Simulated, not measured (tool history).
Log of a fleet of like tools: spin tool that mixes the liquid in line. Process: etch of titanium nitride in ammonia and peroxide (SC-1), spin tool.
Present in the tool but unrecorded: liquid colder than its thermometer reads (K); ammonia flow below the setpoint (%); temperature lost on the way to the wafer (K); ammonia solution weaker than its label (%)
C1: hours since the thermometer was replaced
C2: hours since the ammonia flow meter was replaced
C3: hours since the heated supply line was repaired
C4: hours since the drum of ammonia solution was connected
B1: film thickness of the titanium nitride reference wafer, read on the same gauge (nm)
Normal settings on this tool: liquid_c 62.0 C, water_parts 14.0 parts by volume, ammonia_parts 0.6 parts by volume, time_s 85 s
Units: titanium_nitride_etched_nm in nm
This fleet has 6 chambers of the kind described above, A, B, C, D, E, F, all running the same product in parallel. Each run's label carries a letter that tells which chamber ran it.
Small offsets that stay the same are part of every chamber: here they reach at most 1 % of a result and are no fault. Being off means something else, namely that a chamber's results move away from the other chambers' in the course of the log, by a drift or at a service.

{"run": "1A", "hour": 11.3, "liquid_c": 62.0, "water_parts": 14.0, "ammonia_parts": 0.6, "time_s": 85, "C1": 373.9, "C2": 774.3, "C3": 1156.1, "C4": 739.9, "B1": 50.009, "titanium_nitride_etched_nm": 8.9567}
{"run": "2D", "hour": 20.1, "liquid_c": 62.0, "water_parts": 14.0, "ammonia_parts": 0.6, "time_s": 85, "C1": 589.6, "C2": 434.1, "C3": 659.2, "C4": 714.2, "B1": 49.967, "titanium_nitride_etched_nm": 8.8368}
{"run": "3F", "hour": 28.1, "liquid_c": 62.0, "water_parts": 14.0, "ammonia_parts": 0.6, "time_s": 85, "C1": 1316.9, "C2": 111.0, "C3": 707.1, "C4": 357.0, "B1": 49.985, "titanium_nitride_etched_nm": 9.0218}
{"run": "4B", "hour": 34.9, "liquid_c": 62.0, "water_parts": 14.0, "ammonia_parts": 0.6, "time_s": 85, "C1": 307.9, "C2": 753.8, "C3": 2893.4, "C4": 50.9, "B1": 49.979, "titanium_nitride_etched_nm": 8.886}
{"run": "5C", "hour": 43.6, "liquid_c": 62.0, "water_parts": 10.5, "ammonia_parts": 0.6, "time_s": 85, "C1": 2051.8, "C2": 167.9, "C3": 1177.1, "C4": 638.4, "B1": 49.997, "titanium_nitride_etched_nm": 10.411}
{"run": "6E", "hour": 50.0, "liquid_c": 62.0, "water_parts": 10.5, "ammonia_parts": 0.6, "time_s": 85, "C1": 1676.4, "C2": 865.9, "C3": 709.2, "C4": 194.0, "B1": 50.01, "titanium_nitride_etched_nm": 10.355}
{"run": "7A", "hour": 61.0, "liquid_c": 62.0, "water_parts": 10.5, "ammonia_parts": 0.6, "time_s": 85, "C1": 423.6, "C2": 824.0, "C3": 1205.8, "C4": 789.6, "B1": 49.999, "titanium_nitride_etched_nm": 10.404}
{"run": "8B", "hour": 68.9, "liquid_c": 62.0, "water_parts": 10.5, "ammonia_parts": 0.6, "time_s": 85, "C1": 341.9, "C2": 787.8, "C3": 2927.4, "C4": 84.9, "B1": 49.988, "titanium_nitride_etched_nm": 10.39}
{"hour": 72.6, "done": "chamber D: new drum of ammonia solution connected"}
{"hour": 74.8, "done": "chamber E: ammonia flow meter replaced"}
{"run": "9E", "hour": 78.1, "liquid_c": 62.0, "water_parts": 10.5, "ammonia_parts": 0.6, "time_s": 85, "C1": 1704.5, "C2": 3.4, "C3": 737.3, "C4": 222.1, "B1": 50.018, "titanium_nitride_etched_nm": 10.406}
{"run": "10D", "hour": 84.2, "liquid_c": 62.0, "water_parts": 10.5, "ammonia_parts": 0.6, "time_s": 85, "C1": 653.7, "C2": 498.2, "C3": 723.3, "C4": 11.7, "B1": 49.979, "titanium_nitride_etched_nm": 10.293}
{"run": "11F", "hour": 90.8, "liquid_c": 62.0, "water_parts": 14.0, "ammonia_parts": 0.6, "time_s": 85, "C1": 1379.6, "C2": 173.7, "C3": 769.8, "C4": 419.7, "B1": 49.976, "titanium_nitride_etched_nm": 8.9744}
{"hour": 97.9, "done": "chamber F: new drum of ammonia solution connected"}
{"run": "12C", "hour": 100.0, "liquid_c": 62.0, "water_parts": 14.0, "ammonia_parts": 0.6, "time_s": 85, "C1": 2108.2, "C2": 224.3, "C3": 1233.5, "C4": 694.8, "B1": 49.992, "titanium_nitride_etched_nm": 8.8909}
{"hour": 101.1, "done": "chamber A: new drum of ammonia solution connected"}
{"run": "13B", "hour": 105.6, "liquid_c": 62.0, "water_parts": 14.0, "ammonia_parts": 0.6, "time_s": 85, "C1": 378.6, "C2": 824.5, "C3": 2964.1, "C4": 121.6, "B1": 50.017, "titanium_nitride_etched_nm": 8.7951}
{"run": "14E", "hour": 117.0, "liquid_c": 62.0, "water_parts": 14.0, "ammonia_parts": 0.6, "time_s": 85, "C1": 1743.4, "C2": 42.3, "C3": 776.2, "C4": 261.0, "B1": 49.979, "titanium_nitride_etched_nm": 8.9738}
{"hour": 121.0, "done": "chamber C: new drum of ammonia solution connected"}
{"run": "15A", "hour": 123.4, "liquid_c": 62.0, "water_parts": 14.0, "ammonia_parts": 0.6, "time_s": 85, "C1": 486.0, "C2": 886.4, "C3": 1268.2, "C4": 22.4, "B1": 50.004, "titanium_nitride_etched_nm": 8.7068}
{"run": "16F", "hour": 134.7, "liquid_c": 56.5, "water_parts": 19.5, "ammonia_parts": 0.6, "time_s": 85, "C1": 1423.5, "C2": 217.6, "C3": 813.7, "C4": 36.9, "B1": 50.001, "titanium_nitride_etched_nm": 5.1762}
{"run": "17D", "hour": 141.6, "liquid_c": 56.5, "water_parts": 19.5, "ammonia_parts": 0.6, "time_s": 85, "C1": 711.1, "C2": 555.6, "C3": 780.7, "C4": 69.1, "B1": 50.017, "titanium_nitride_etched_nm": 5.1348}
{"run": "18C", "hour": 150.2, "liquid_c": 56.5, "water_parts": 19.5, "ammonia_parts": 0.6, "time_s": 85, "C1": 2158.4, "C2": 274.5, "C3": 1283.7, "C4": 29.3, "B1": 50.021, "titanium_nitride_etched_nm": 5.2715}
{"run": "19E", "hour": 157.2, "liquid_c": 56.5, "water_parts": 19.5, "ammonia_parts": 0.6, "time_s": 85, "C1": 1783.6, "C2": 82.5, "C3": 816.4, "C4": 301.2, "B1": 50.01, "titanium_nitride_etched_nm": 5.1335}
{"hour": 160.6, "done": "chamber C: thermometer replaced"}
{"run": "20A", "hour": 164.9, "liquid_c": 56.5, "water_parts": 19.5, "ammonia_parts": 0.6, "time_s": 85, "C1": 527.5, "C2": 927.9, "C3": 1309.7, "C4": 63.9, "B1": 49.993, "titanium_nitride_etched_nm": 5.0035}
{"run": "21B", "hour": 175.3, "liquid_c": 56.5, "water_parts": 19.5, "ammonia_parts": 0.6, "time_s": 85, "C1": 448.3, "C2": 894.2, "C3": 3033.8, "C4": 191.3, "B1": 50.024, "titanium_nitride_etched_nm": 5.1221}
{"run": "22C", "hour": 183.2, "liquid_c": 62.0, "water_parts": 14.0, "ammonia_parts": 0.6, "time_s": 85, "C1": 22.6, "C2": 307.5, "C3": 1316.7, "C4": 62.3, "B1": 49.988, "titanium_nitride_etched_nm": 8.985}
{"run": "23F", "hour": 190.0, "liquid_c": 62.0, "water_parts": 14.0, "ammonia_parts": 0.6, "time_s": 85, "C1": 1478.8, "C2": 272.9, "C3": 869.0, "C4": 92.2, "B1": 50.013, "titanium_nitride_etched_nm": 8.9415}
{"run": "24D", "hour": 200.6, "liquid_c": 62.0, "water_parts": 14.0, "ammonia_parts": 0.6, "time_s": 85, "C1": 770.1, "C2": 614.6, "C3": 839.7, "C4": 128.1, "B1": 50.015, "titanium_nitride_etched_nm": 8.9395}
{"run": "25D", "hour": 206.0, "liquid_c": 62.0, "water_parts": 14.0, "ammonia_parts": 0.6, "time_s": 85, "C1": 775.5, "C2": 620.0, "C3": 845.1, "C4": 133.5, "B1": 49.994, "titanium_nitride_etched_nm": 8.9184}
{"run": "26F", "hour": 211.1, "liquid_c": 62.0, "water_parts": 14.0, "ammonia_parts": 0.6, "time_s": 85, "C1": 1499.9, "C2": 294.0, "C3": 890.1, "C4": 113.3, "B1": 49.99, "titanium_nitride_etched_nm": 8.9725}
{"run": "27C", "hour": 220.9, "liquid_c": 62.0, "water_parts": 14.0, "ammonia_parts": 0.6, "time_s": 85, "C1": 60.3, "C2": 345.2, "C3": 1354.4, "C4": 100.0, "B1": 50.003, "titanium_nitride_etched_nm": 8.9489}
{"run": "28B", "hour": 228.3, "liquid_c": 62.0, "water_parts": 14.0, "ammonia_parts": 0.6, "time_s": 85, "C1": 501.3, "C2": 947.2, "C3": 3086.8, "C4": 244.3, "B1": 50.005, "titanium_nitride_etched_nm": 8.9216}
{"run": "29E", "hour": 238.9, "liquid_c": 62.0, "water_parts": 14.0, "ammonia_parts": 0.6, "time_s": 85, "C1": 1865.3, "C2": 164.2, "C3": 898.1, "C4": 382.9, "B1": 50.007, "titanium_nitride_etched_nm": 8.9053}
{"run": "30A", "hour": 244.6, "liquid_c": 62.0, "water_parts": 14.0, "ammonia_parts": 0.6, "time_s": 85, "C1": 607.2, "C2": 1007.6, "C3": 1389.4, "C4": 143.6, "B1": 50.019, "titanium_nitride_etched_nm": 8.5085}
{"run": "31F", "hour": 256.0, "liquid_c": 62.0, "water_parts": 14.0, "ammonia_parts": 0.6, "time_s": 85, "C1": 1544.8, "C2": 338.9, "C3": 935.0, "C4": 158.2, "B1": 49.979, "titanium_nitride_etched_nm": 8.9853}
{"run": "32A", "hour": 261.7, "liquid_c": 62.0, "water_parts": 14.0, "ammonia_parts": 0.6, "time_s": 45, "C1": 624.3, "C2": 1024.7, "C3": 1406.5, "C4": 160.7, "B1": 49.991, "titanium_nitride_etched_nm": 4.4656}
{"run": "33E", "hour": 270.3, "liquid_c": 62.0, "water_parts": 14.0, "ammonia_parts": 0.6, "time_s": 45, "C1": 1896.7, "C2": 195.6, "C3": 929.5, "C4": 414.3, "B1": 49.975, "titanium_nitride_etched_nm": 4.7358}
{"run": "34D", "hour": 281.5, "liquid_c": 62.0, "water_parts": 14.0, "ammonia_parts": 0.6, "time_s": 45, "C1": 851.0, "C2": 695.5, "C3": 920.6, "C4": 209.0, "B1": 49.988, "titanium_nitride_etched_nm": 4.6763}
{"run": "35C", "hour": 290.1, "liquid_c": 62.0, "water_parts": 14.0, "ammonia_parts": 0.6, "time_s": 45, "C1": 129.5, "C2": 414.4, "C3": 1423.6, "C4": 169.2, "B1": 50.035, "titanium_nitride_etched_nm": 4.7426}
{"run": "36B", "hour": 298.8, "liquid_c": 62.0, "water_parts": 14.0, "ammonia_parts": 0.6, "time_s": 45, "C1": 571.8, "C2": 1017.7, "C3": 3157.3, "C4": 314.8, "B1": 49.991, "titanium_nitride_etched_nm": 4.6687}
{"run": "37E", "hour": 305.1, "liquid_c": 62.0, "water_parts": 14.0, "ammonia_parts": 0.6, "time_s": 45, "C1": 1931.5, "C2": 230.4, "C3": 964.3, "C4": 449.1, "B1": 50.022, "titanium_nitride_etched_nm": 4.7425}
{"hour": 306.5, "done": "chamber B: ammonia flow meter replaced"}
{"run": "38F", "hour": 314.1, "liquid_c": 62.0, "water_parts": 14.0, "ammonia_parts": 0.6, "time_s": 85, "C1": 1602.9, "C2": 397.0, "C3": 993.1, "C4": 216.3, "B1": 49.999, "titanium_nitride_etched_nm": 8.9265}
{"run": "39D", "hour": 321.9, "liquid_c": 62.0, "water_parts": 14.0, "ammonia_parts": 0.6, "time_s": 85, "C1": 891.4, "C2": 735.9, "C3": 961.0, "C4": 249.4, "B1": 49.996, "titanium_nitride_etched_nm": 8.8893}
{"run": "40B", "hour": 329.0, "liquid_c": 56.0, "water_parts": 14.0, "ammonia_parts": 0.6, "time_s": 60, "C1": 602.0, "C2": 22.6, "C3": 3187.5, "C4": 345.0, "B1": 50.017, "titanium_nitride_etched_nm": 4.2165}
{"run": "41A", "hour": 335.4, "liquid_c": 56.0, "water_parts": 14.0, "ammonia_parts": 0.6, "time_s": 60, "C1": 698.0, "C2": 1098.4, "C3": 1480.2, "C4": 234.4, "B1": 50.003, "titanium_nitride_etched_nm": 3.9455}
{"run": "42C", "hour": 341.3, "liquid_c": 56.0, "water_parts": 14.0, "ammonia_parts": 0.6, "time_s": 60, "C1": 180.7, "C2": 465.6, "C3": 1474.8, "C4": 220.4, "B1": 50.013, "titanium_nitride_etched_nm": 4.2696}
{"run": "43A", "hour": 351.6, "liquid_c": 56.0, "water_parts": 14.0, "ammonia_parts": 0.6, "time_s": 60, "C1": 714.2, "C2": 1114.6, "C3": 1496.4, "C4": 250.6, "B1": 50.031, "titanium_nitride_etched_nm": 3.9072}

Is one chamber off against the others, does the gauge drift, or is nothing wrong? If a chamber is off, say which, and what the likeliest cause is.

One chamber, A, drifts off from the rest bit by bit.
Likeliest cause: liquid colder than its thermometer reads (K) = 1.22.
The log might look much the same if the cause were instead: temperature lost on the way to the wafer (K).

Chamber A could run next with any of the 4 candidate recipes listed below; each alters the usual settings, and their results appear as question marks. Which one brings its results back in line with what the other chambers deliver on the usual settings?
Allowed miss from the other chambers' usual-settings mean, per result, to count as in line: titanium_nitride_etched_nm 0.2100 nm
{"run": "44A-1", "hour": 359.8, "liquid_c": 63.0, "water_parts": 13.5, "ammonia_parts": 0.6, "time_s": 90, "titanium_nitride_etched_nm": "?"}
{"run": "44A-2", "hour": 359.8, "liquid_c": 63.0, "water_parts": 14.0, "ammonia_parts": 0.6, "time_s": 85, "titanium_nitride_etched_nm": "?"}
{"run": "44A-3", "hour": 359.8, "liquid_c": 61.0, "water_parts": 14.0, "ammonia_parts": 0.6, "time_s": 80, "titanium_nitride_etched_nm": "?"}
{"run": "44A-4", "hour": 359.8, "liquid_c": 62.0, "water_parts": 14.5, "ammonia_parts": 0.6, "time_s": 80, "titanium_nitride_etched_nm": "?"}

What the other chambers average on the usual settings: titanium_nitride_etched_nm 8.8957 nm
run=44A-1 titanium_nitride_etched_nm=9.5338
run=44A-2 titanium_nitride_etched_nm=8.8324
run=44A-3 titanium_nitride_etched_nm=7.2815
run=44A-4 titanium_nitride_etched_nm=7.6403
It is 44A-2 that realigns the chamber with its peers.

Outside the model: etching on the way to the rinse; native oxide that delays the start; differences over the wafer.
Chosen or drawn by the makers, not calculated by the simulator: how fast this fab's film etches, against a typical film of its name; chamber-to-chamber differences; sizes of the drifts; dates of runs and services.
